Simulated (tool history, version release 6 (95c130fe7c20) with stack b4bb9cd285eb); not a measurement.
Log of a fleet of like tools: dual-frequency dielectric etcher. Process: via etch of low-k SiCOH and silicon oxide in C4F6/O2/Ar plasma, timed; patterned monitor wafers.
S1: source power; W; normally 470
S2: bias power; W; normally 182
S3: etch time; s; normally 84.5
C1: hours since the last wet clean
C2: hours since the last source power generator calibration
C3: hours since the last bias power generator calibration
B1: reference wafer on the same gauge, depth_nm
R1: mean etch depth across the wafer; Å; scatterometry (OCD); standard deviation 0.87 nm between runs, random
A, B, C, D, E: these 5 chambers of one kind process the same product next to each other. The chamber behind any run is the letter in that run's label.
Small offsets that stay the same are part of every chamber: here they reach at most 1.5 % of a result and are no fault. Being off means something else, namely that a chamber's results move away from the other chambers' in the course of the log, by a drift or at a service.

Run 1A, hour 7.8: usual settings; C1 229.1; C2 2290.5; C3 1510.1; B1 229.88. Result: R1 2528.3 Å.
Run 2B, hour 15.4: usual settings; C1 224.4; C2 1349.9; C3 2202.5; B1 230.02. Result: R1 2528.3 Å.
Run 3C, hour 24.5: usual settings; C1 592.5; C2 694.9; C3 1335.4; B1 229.96. Result: R1 2513.4 Å.
At hour 30.6: chamber C: wet clean of the chamber.
Run 4D, hour 31.6: usual settings; C1 317.4; C2 3102.7; C3 1804.4; B1 230.16. Result: R1 2535 Å.
At hour 39.6: chamber A: source power generator calibrated.
Run 5E, hour 41.3: usual settings; C1 314.9; C2 1556.2; C3 4065; B1 229.97. Result: R1 2498.8 Å.
Run 6E, hour 51.5: usual settings; C1 325.1; C2 1566.4; C3 4075.2; B1 229.74. Result: R1 2507.8 Å.
Run 7D, hour 56.7: usual settings; C1 342.5; C2 3127.8; C3 1829.5; B1 230.06. Result: R1 2521.5 Å.
Run 8C, hour 63.5: usual settings; C1 32.9; C2 733.9; C3 1374.4; B1 229.93. Result: R1 2516.8 Å.
Run 9B, hour 72.5: usual settings; C1 281.5; C2 1407; C3 2259.6; B1 230.05. Result: R1 2527.1 Å.
Run 10A, hour 80.5: usual settings; C1 301.8; C2 41; C3 1582.8; B1 229.8. Result: R1 2536.4 Å.
At hour 81.7: chamber D: wet clean of the chamber.
Run 11B, hour 88.1: usual settings; C1 297.1; C2 1422.6; C3 2275.2; B1 229.99. Result: R1 2539.4 Å.
Run 12D, hour 95: usual settings; C1 13.3; C2 3166.1; C3 1867.8; B1 229.78. Result: R1 2544.6 Å.
Run 13A, hour 104: usual settings; C1 325.3; C2 64.5; C3 1606.3; B1 229.99. Result: R1 2518.8 Å.
Run 14E, hour 111.5: usual settings; C1 385.1; C2 1626.4; C3 4135.2; B1 229.88. Result: R1 2517 Å.
Run 15C, hour 118.8: usual settings; C1 88.2; C2 789.2; C3 1429.7; B1 230.11. Result: R1 2510.3 Å.
Run 16E, hour 126.5: usual settings; C1 400.1; C2 1641.4; C3 4150.2; B1 230.03. Result: R1 2500.9 Å.
At hour 132.2: chamber E: wet clean of the chamber.
Run 17D, hour 136.1: usual settings; C1 54.4; C2 3207.2; C3 1908.9; B1 229.98. Result: R1 2533.5 Å.
Run 18C, hour 146.3: usual settings; C1 115.7; C2 816.7; C3 1457.2; B1 230.09. Result: R1 2521.2 Å.
Run 19A, hour 153.2: usual settings; C1 374.5; C2 113.7; C3 1655.5; B1 229.78. Result: R1 2534.4 Å.
Run 20B, hour 162.9: usual settings; C1 371.9; C2 1497.4; C3 2350; B1 229.98. Result: R1 2536.2 Å.
Run 21E, hour 169.9: usual settings; C1 37.8; C2 1684.8; C3 4193.6; B1 229.97. Result: R1 2409.5 Å.
Run 22A, hour 174.8: usual settings but S1 510 W, S3 70.5 s; C1 396.1; C2 135.3; C3 1677.1; B1 230.09. Result: R1 2173.4 Å.
Run 23B, hour 180.3: usual settings but S1 510 W, S3 70.5 s; C1 389.3; C2 1514.8; C3 2367.4; B1 229.84. Result: R1 2172.4 Å.
Run 24D, hour 190.3: usual settings but S1 510 W, S3 70.5 s; C1 108.6; C2 3261.4; C3 1963.1; B1 230.1. Result: R1 2176.2 Å.
At hour 191.1: chamber D: source power generator calibrated.
Run 25C, hour 195.6: usual settings but S1 510 W, S3 70.5 s; C1 165; C2 866; C3 1506.5; B1 229.96. Result: R1 2170.5 Å.
At hour 197.8: chamber A: wet clean of the chamber.
Run 26D, hour 206.6: usual settings but S1 510 W, S3 70.5 s; C1 124.9; C2 15.6; C3 1979.4; B1 230.02. Result: R1 2183.7 Å.
Run 27E, hour 212.7: usual settings; C1 80.6; C2 1727.6; C3 4236.4; B1 230.24. Result: R1 2402 Å.
Run 28A, hour 219.1: usual settings but S2 199 W; C1 21.4; C2 179.6; C3 1721.4; B1 229.97. Result: R1 2603.3 Å.
Run 29B, hour 227.2: usual settings but S2 199 W; C1 436.2; C2 1561.7; C3 2414.3; B1 230.02. Result: R1 2596 Å.
Run 30C, hour 237.5: usual settings but S2 199 W; C1 206.9; C2 907.9; C3 1548.4; B1 229.95. Result: R1 2594.5 Å.
Run 31B, hour 242.7: usual settings but S2 199 W; C1 451.7; C2 1577.2; C3 2429.8; B1 229.99. Result: R1 2598 Å.
Run 32D, hour 247.8: usual settings but S2 199 W; C1 166.1; C2 56.8; C3 2020.6; B1 229.99. Result: R1 2592.9 Å.
Run 33E, hour 258.2: usual settings; C1 126.1; C2 1773.1; C3 4281.9; B1 229.97. Result: R1 2394.5 Å.
Run 34A, hour 268.4: usual settings; C1 70.7; C2 228.9; C3 1770.7; B1 230.04. Result: R1 2544.4 Å.
Run 35C, hour 275: usual settings; C1 244.4; C2 945.4; C3 1585.9; B1 229.85. Result: R1 2537.4 Å.
Run 36E, hour 285.8: usual settings; C1 153.7; C2 1800.7; C3 4309.5; B1 230.01. Result: R1 2409.3 Å.
Run 37D, hour 291.5: usual settings; C1 209.8; C2 100.5; C3 2064.3; B1 230.09. Result: R1 2539.9 Å.
Run 38C, hour 302: usual settings; C1 271.4; C2 972.4; C3 1612.9; B1 230.07. Result: R1 2526.1 Å.
Run 39B, hour 311: usual settings but S1 420 W, S2 217 W; C1 520; C2 1645.5; C3 2498.1; B1 230.1. Result: R1 2562.2 Å.
Run 40A, hour 317.5: usual settings but S1 420 W, S2 217 W; C1 119.8; C2 278; C3 1819.8; B1 229.91. Result: R1 2558.2 Å.
Run 41B, hour 327.6: usual settings but S1 420 W, S2 217 W; C1 536.6; C2 1662.1; C3 2514.7; B1 230. Result: R1 2565.3 Å.

Is one chamber off against the others, does the gauge drift, or is nothing wrong? If a chamber is off, say which, and what the likeliest cause is.

After it was serviced, chamber E no longer matches the other chambers.
Likeliest cause: etch rate under this chamber's usual, % = 3.81.

Which of the 4 candidates below, each the usual settings with something changed and its results left as question marks, puts chamber E back in line with what the other chambers give on the usual settings?
In line here means within this much of the mean the other chambers give on the usual settings: R1 31 Å
Run 42E-1, hour 335.6: usual settings but S3 82.5 s. Result: R1 ?.
Run 42E-2, hour 335.6: usual settings but S3 86.5 s. Result: R1 ?.
Run 42E-3, hour 335.6: usual settings but S2 180 W, S3 80.5 s. Result: R1 ?.
Run 42E-4, hour 335.6: usual settings but S1 480 W, S3 88.5 s. Result: R1 ?.

The other chambers' mean on the usual settings: R1 2529.1 Å
  run      R1
42E-1    2348
42E-2  2461.8
42E-3  2283.3
42E-4  2539.8
The right change is 42E-4: it brings the chamber back within the allowed miss of the others.
